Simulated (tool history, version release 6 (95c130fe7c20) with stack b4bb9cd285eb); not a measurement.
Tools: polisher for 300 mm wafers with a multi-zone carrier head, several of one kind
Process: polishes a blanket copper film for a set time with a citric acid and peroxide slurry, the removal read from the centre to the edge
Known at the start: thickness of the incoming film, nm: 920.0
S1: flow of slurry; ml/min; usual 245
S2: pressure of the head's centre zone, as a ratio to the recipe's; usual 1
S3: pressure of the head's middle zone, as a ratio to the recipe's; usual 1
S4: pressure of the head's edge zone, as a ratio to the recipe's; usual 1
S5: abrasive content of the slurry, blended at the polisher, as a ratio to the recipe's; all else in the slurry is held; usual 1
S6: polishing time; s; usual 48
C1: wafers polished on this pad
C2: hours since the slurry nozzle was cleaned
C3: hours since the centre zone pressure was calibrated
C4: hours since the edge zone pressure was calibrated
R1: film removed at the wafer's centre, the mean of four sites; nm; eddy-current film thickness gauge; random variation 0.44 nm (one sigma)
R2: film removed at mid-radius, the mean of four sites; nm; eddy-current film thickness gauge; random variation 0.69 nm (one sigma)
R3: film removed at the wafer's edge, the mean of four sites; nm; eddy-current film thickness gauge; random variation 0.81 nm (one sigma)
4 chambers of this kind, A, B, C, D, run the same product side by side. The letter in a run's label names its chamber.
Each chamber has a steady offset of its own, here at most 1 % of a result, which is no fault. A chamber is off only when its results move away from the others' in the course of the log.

run,hour,S1,S2,S3,S4,S5,S6,C1,C2,C3,C4,R1,R2,R3
# hour 0.9: chamber D: slurry nozzle cleaned
1A,2.7,245,1,1,1,1,48,96,159.7,1163.2,246.2,64.306,64.451,63.479
2C,6.1,245,1,1,1,1,48,613,246.7,280.9,242.5,64.008,65.679,64.027
3D,8.4,245,1,1,1,1,48,578,7.5,125.9,203.3,63.7,64.049,64.457
4B,12.5,245,1,1,1,1,48,355,198.2,579.2,674.6,63.649,66.097,63.053
5B,16.4,245,1,1,1,1,48,384,202.1,583.1,678.5,63.718,63.42,64.11
# hour 18.6: chamber D: worn pad replaced by a new one
6A,18.9,245,0.92,1,1,1,48,215,175.9,1179.4,262.4,58.559,63.184,64.147
7D,23,245,0.92,1,1,1,48,32,22.1,140.5,217.9,57.661,64.049,64.411
8C,25.5,245,0.92,1,1,1,48,756,266.1,300.3,261.9,59.071,64.518,64.275
9B,28.4,245,0.92,1,1,1,48,472,214.1,595.1,690.5,58.284,64.347,63.851
10C,30.6,185,0.94,1,1,1,48,793,271.2,305.4,267,58.199,61.665,60.915
11D,33.6,185,0.94,1,1,1,48,110,32.7,151.1,228.5,56.642,61.001,60.887
12A,37.5,185,0.94,1,1,1,48,352,194.5,1198,281,57.48,62.333,61.096
13B,41.5,185,0.94,1,1,1,48,568,227.2,608.2,703.6,57.009,60.955,62.581
14A,44.4,245,1,1,1,1,48,403,201.4,1204.9,287.9,64.216,64.387,64.783
15C,47.9,245,1,1,1,1,48,920,288.5,322.7,284.3,63.518,62.905,63.311
16D,51.2,245,1,1,1,1,48,239,50.3,168.7,246.1,62.957,63.438,65.635
17D,53.1,245,1,1,1,1,48,253,52.2,170.6,248,62.411,63.004,64.414
18A,55.5,245,1,1,1,1,48,484,212.5,1216,299,63.782,65.113,64.596
# hour 58.5: chamber B: worn pad replaced by a new one
19C,58.7,245,1,0.91,1,1,48,999,299.3,333.5,295.1,62.507,57.143,64.191
20B,62.1,245,1,0.91,1,1,48,26,247.8,628.8,724.2,64.52,59.416,64.468
21C,65.1,245,1,0.91,1,1,48,1046,305.7,339.9,301.5,62.079,56.727,61.562
22B,67.6,245,1,0.91,1,1,48,67,253.3,634.3,729.7,63.997,58.64,64.701
# hour 69.7: chamber A: worn pad replaced by a new one
23A,70.9,245,1,1,1,1,60,9,227.9,1231.4,314.4,79.332,80.653,78.011
24D,74.7,245,1,1,1,1,60,412,73.8,192.2,269.6,80.279,80.044,80.767
25D,77,245,1,1,1,1,60,429,76.1,194.5,271.9,78.861,79.679,79.351
26C,81,245,1,1,1,1,60,1163,321.6,355.8,317.4,77.092,75.511,77.143
27A,85.2,245,1,1,1,1,48,114,242.2,1245.7,328.7,64.196,65.616,64.218
28B,87.9,245,1,1,1,1,48,216,273.6,654.6,750,64.265,64.88,63.491
# hour 90.3: chamber C: worn pad replaced by a new one
29A,90.7,245,1,1,1,1,48,154,247.7,1251.2,334.2,64.083,64.795,63.929
30C,92.9,245,1,1,1,1,48,19,333.5,367.7,329.3,59.836,60.106,61.828
31D,95.4,245,1,1,1,1,48,564,94.5,212.9,290.3,63.717,62.731,65.071
32B,97.8,245,1,1,1,1,48,288,283.5,664.5,759.9,63.765,64.046,64.565
33B,99.7,310,1,1,1,1,48,302,285.4,666.4,761.8,66.665,65.584,64.694

Is one chamber off against the others, does the gauge drift, or is nothing wrong? If a chamber is off, say which, and what the likeliest cause is.

Chamber C drifts away from the others.
Cause: slurry flow missing at the pad, % = 39.3.

Here are 4 candidates for chamber C's next run, each the usual settings with a change, their results left as question marks. Which one brings its results back in line with what the others give on the usual settings?
In line means no further than this from the other chambers' mean on the usual settings: R1 1.5 nm; R2 2.4 nm; R3 2.8 nm
34C-1,102.8,250,1.01,1.01,0.99,1,51,,,,,?,?,?
34C-2,102.8,245,1,1,1,1,47,,,,,?,?,?
34C-3,102.8,240,0.99,0.99,1.01,1,45,,,,,?,?,?
34C-4,102.8,245,1,1,1,1,49,,,,,?,?,?

The other chambers' mean on the usual settings: R1 63.646 nm; R2 64.124 nm; R3 64.132 nm
run,R1,R2,R3
34C-1,63.747,64.177,64.069
34C-2,57.85,58.371,59.194
34C-3,54.526,55.143,56.81
34C-4,60.312,60.855,61.713
34C-1 brings the chamber back in line.

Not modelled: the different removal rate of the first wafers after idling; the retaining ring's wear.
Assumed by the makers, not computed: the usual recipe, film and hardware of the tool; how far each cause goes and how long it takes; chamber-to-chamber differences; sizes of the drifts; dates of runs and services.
